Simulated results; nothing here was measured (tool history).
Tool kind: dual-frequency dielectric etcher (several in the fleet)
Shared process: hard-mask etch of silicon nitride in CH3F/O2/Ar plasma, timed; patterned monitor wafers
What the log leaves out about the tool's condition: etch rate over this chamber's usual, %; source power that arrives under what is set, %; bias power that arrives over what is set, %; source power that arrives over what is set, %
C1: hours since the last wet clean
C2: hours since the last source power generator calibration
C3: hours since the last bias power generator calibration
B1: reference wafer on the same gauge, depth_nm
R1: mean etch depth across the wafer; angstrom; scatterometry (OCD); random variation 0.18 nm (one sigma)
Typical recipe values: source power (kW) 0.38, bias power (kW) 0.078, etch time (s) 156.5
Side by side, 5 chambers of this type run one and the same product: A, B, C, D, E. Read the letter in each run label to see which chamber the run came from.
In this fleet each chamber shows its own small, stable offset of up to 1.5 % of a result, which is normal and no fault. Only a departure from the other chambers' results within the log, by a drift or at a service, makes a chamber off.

run 1C hour=11.6 | source_power_(kW)=0.38 bias_power_(kW)=0.078 etch_time_(s)=156.5 | C1=86.1 C2=675.9 C3=2572.3 | B1=103.96 | R1=1089.1
run 2A hour=24 | source_power_(kW)=0.38 bias_power_(kW)=0.078 etch_time_(s)=156.5 | C1=182.6 C2=1058.1 C3=1515.8 | B1=103.91 | R1=1100.6
run 3E hour=30.5 | source_power_(kW)=0.38 bias_power_(kW)=0.078 etch_time_(s)=156.5 | C1=177.6 C2=1190.8 C3=1495.8 | B1=103.92 | R1=1099.2
run 4D hour=36.8 | source_power_(kW)=0.38 bias_power_(kW)=0.078 etch_time_(s)=156.5 | C1=375.3 C2=799.9 C3=1581.7 | B1=103.96 | R1=1106
run 5B hour=43.4 | source_power_(kW)=0.35 bias_power_(kW)=0.069 etch_time_(s)=156.5 | C1=351.1 C2=539.9 C3=179.1 | B1=103.91 | R1=1040.9
run 6B hour=54.5 | source_power_(kW)=0.35 bias_power_(kW)=0.069 etch_time_(s)=156.5 | C1=362.2 C2=551 C3=190.2 | B1=103.82 | R1=1039.9
run 7E hour=64.3 | source_power_(kW)=0.35 bias_power_(kW)=0.069 etch_time_(s)=156.5 | C1=211.4 C2=1224.6 C3=1529.6 | B1=103.82 | R1=1025.9
run 8A hour=70.2 | source_power_(kW)=0.35 bias_power_(kW)=0.069 etch_time_(s)=156.5 | C1=228.8 C2=1104.3 C3=1562 | B1=103.84 | R1=1022.7
run 9C hour=76.9 | source_power_(kW)=0.35 bias_power_(kW)=0.069 etch_time_(s)=156.5 | C1=151.4 C2=741.2 C3=2637.6 | B1=103.83 | R1=1009.8
-- hour=77.2 chamber B: wet clean of the chamber
run 10D hour=86.9 | source_power_(kW)=0.38 bias_power_(kW)=0.078 etch_time_(s)=156.5 | C1=425.4 C2=850 C3=1631.8 | B1=103.79 | R1=1102.5
run 11E hour=99.1 | source_power_(kW)=0.38 bias_power_(kW)=0.078 etch_time_(s)=156.5 | C1=246.2 C2=1259.4 C3=1564.4 | B1=103.78 | R1=1105.3
run 12B hour=111.9 | source_power_(kW)=0.38 bias_power_(kW)=0.078 etch_time_(s)=156.5 | C1=34.8 C2=608.4 C3=247.6 | B1=103.72 | R1=1117
run 13A hour=122.2 | source_power_(kW)=0.38 bias_power_(kW)=0.078 etch_time_(s)=156.5 | C1=280.8 C2=1156.3 C3=1614 | B1=103.78 | R1=1097.8
run 14C hour=134.5 | source_power_(kW)=0.38 bias_power_(kW)=0.078 etch_time_(s)=156.5 | C1=209 C2=798.8 C3=2695.2 | B1=103.69 | R1=1086.1
run 15D hour=143.7 | source_power_(kW)=0.38 bias_power_(kW)=0.078 etch_time_(s)=156.5 | C1=482.2 C2=906.8 C3=1688.6 | B1=103.71 | R1=1102.2
run 16E hour=153.7 | source_power_(kW)=0.38 bias_power_(kW)=0.078 etch_time_(s)=156.5 | C1=300.8 C2=1314 C3=1619 | B1=103.65 | R1=1101.6
run 17D hour=162.6 | source_power_(kW)=0.43 bias_power_(kW)=0.078 etch_time_(s)=134.5 | C1=501.1 C2=925.7 C3=1707.5 | B1=103.63 | R1=991.22
run 18A hour=170.2 | source_power_(kW)=0.43 bias_power_(kW)=0.078 etch_time_(s)=134.5 | C1=328.8 C2=1204.3 C3=1662 | B1=103.64 | R1=987.18
run 19B hour=178.5 | source_power_(kW)=0.43 bias_power_(kW)=0.078 etch_time_(s)=134.5 | C1=101.4 C2=675 C3=314.2 | B1=103.58 | R1=1001.7
run 20C hour=188.8 | source_power_(kW)=0.43 bias_power_(kW)=0.078 etch_time_(s)=134.5 | C1=263.3 C2=853.1 C3=2749.5 | B1=103.59 | R1=976.21
run 21B hour=195.8 | source_power_(kW)=0.43 bias_power_(kW)=0.078 etch_time_(s)=134.5 | C1=118.7 C2=692.3 C3=331.5 | B1=103.57 | R1=1004
run 22A hour=201.8 | source_power_(kW)=0.38 bias_power_(kW)=0.078 etch_time_(s)=156.5 | C1=360.4 C2=1235.9 C3=1693.6 | B1=103.58 | R1=1095.1
run 23E hour=212.8 | source_power_(kW)=0.38 bias_power_(kW)=0.078 etch_time_(s)=156.5 | C1=359.9 C2=1373.1 C3=1678.1 | B1=103.5 | R1=1097.9
run 24D hour=219.1 | source_power_(kW)=0.38 bias_power_(kW)=0.078 etch_time_(s)=156.5 | C1=557.6 C2=982.2 C3=1764 | B1=103.49 | R1=1100.5
run 25C hour=230.3 | source_power_(kW)=0.38 bias_power_(kW)=0.078 etch_time_(s)=156.5 | C1=304.8 C2=894.6 C3=2791 | B1=103.47 | R1=1086.3
-- hour=235.2 chamber D: wet clean of the chamber
run 26E hour=236 | source_power_(kW)=0.38 bias_power_(kW)=0.078 etch_time_(s)=156.5 | C1=383.1 C2=1396.3 C3=1701.3 | B1=103.48 | R1=1098
run 27A hour=243.5 | source_power_(kW)=0.38 bias_power_(kW)=0.078 etch_time_(s)=156.5 | C1=402.1 C2=1277.6 C3=1735.3 | B1=103.45 | R1=1098.6
-- hour=245.7 chamber A: wet clean of the chamber
run 28B hour=250.6 | source_power_(kW)=0.38 bias_power_(kW)=0.078 etch_time_(s)=156.5 | C1=173.5 C2=747.1 C3=386.3 | B1=103.42 | R1=1112.5
run 29C hour=257.2 | source_power_(kW)=0.38 bias_power_(kW)=0.078 etch_time_(s)=156.5 | C1=331.7 C2=921.5 C3=2817.9 | B1=103.4 | R1=1082.8
run 30D hour=263.7 | source_power_(kW)=0.38 bias_power_(kW)=0.078 etch_time_(s)=156.5 | C1=28.5 C2=1026.8 C3=1808.6 | B1=103.39 | R1=1099.3
run 31A hour=273.5 | source_power_(kW)=0.38 bias_power_(kW)=0.078 etch_time_(s)=156.5 | C1=27.9 C2=1307.6 C3=1765.3 | B1=103.42 | R1=1099.5
run 32B hour=286 | source_power_(kW)=0.38 bias_power_(kW)=0.078 etch_time_(s)=156.5 | C1=208.9 C2=782.5 C3=421.7 | B1=103.36 | R1=1113.8
run 33D hour=291.5 | source_power_(kW)=0.38 bias_power_(kW)=0.078 etch_time_(s)=156.5 | C1=56.3 C2=1054.6 C3=1836.4 | B1=103.35 | R1=1101
run 34E hour=303.2 | source_power_(kW)=0.38 bias_power_(kW)=0.078 etch_time_(s)=156.5 | C1=450.3 C2=1463.5 C3=1768.5 | B1=103.3 | R1=1098.6

All 5 chambers run these settings next. Forecast each chamber's results:
run 35A hour=312.3 | source_power_(kW)=0.38 bias_power_(kW)=0.078 etch_time_(s)=156.5 | R1=?
run 35B hour=312.3 | source_power_(kW)=0.38 bias_power_(kW)=0.078 etch_time_(s)=156.5 | R1=?
run 35C hour=312.3 | source_power_(kW)=0.38 bias_power_(kW)=0.078 etch_time_(s)=156.5 | R1=?
run 35D hour=312.3 | source_power_(kW)=0.38 bias_power_(kW)=0.078 etch_time_(s)=156.5 | R1=?
run 35E hour=312.3 | source_power_(kW)=0.38 bias_power_(kW)=0.078 etch_time_(s)=156.5 | R1=?

run=35A R1=1097
run=35B R1=1111.5
run=35C R1=1085.2
run=35D R1=1097.2
run=35E R1=1093.6
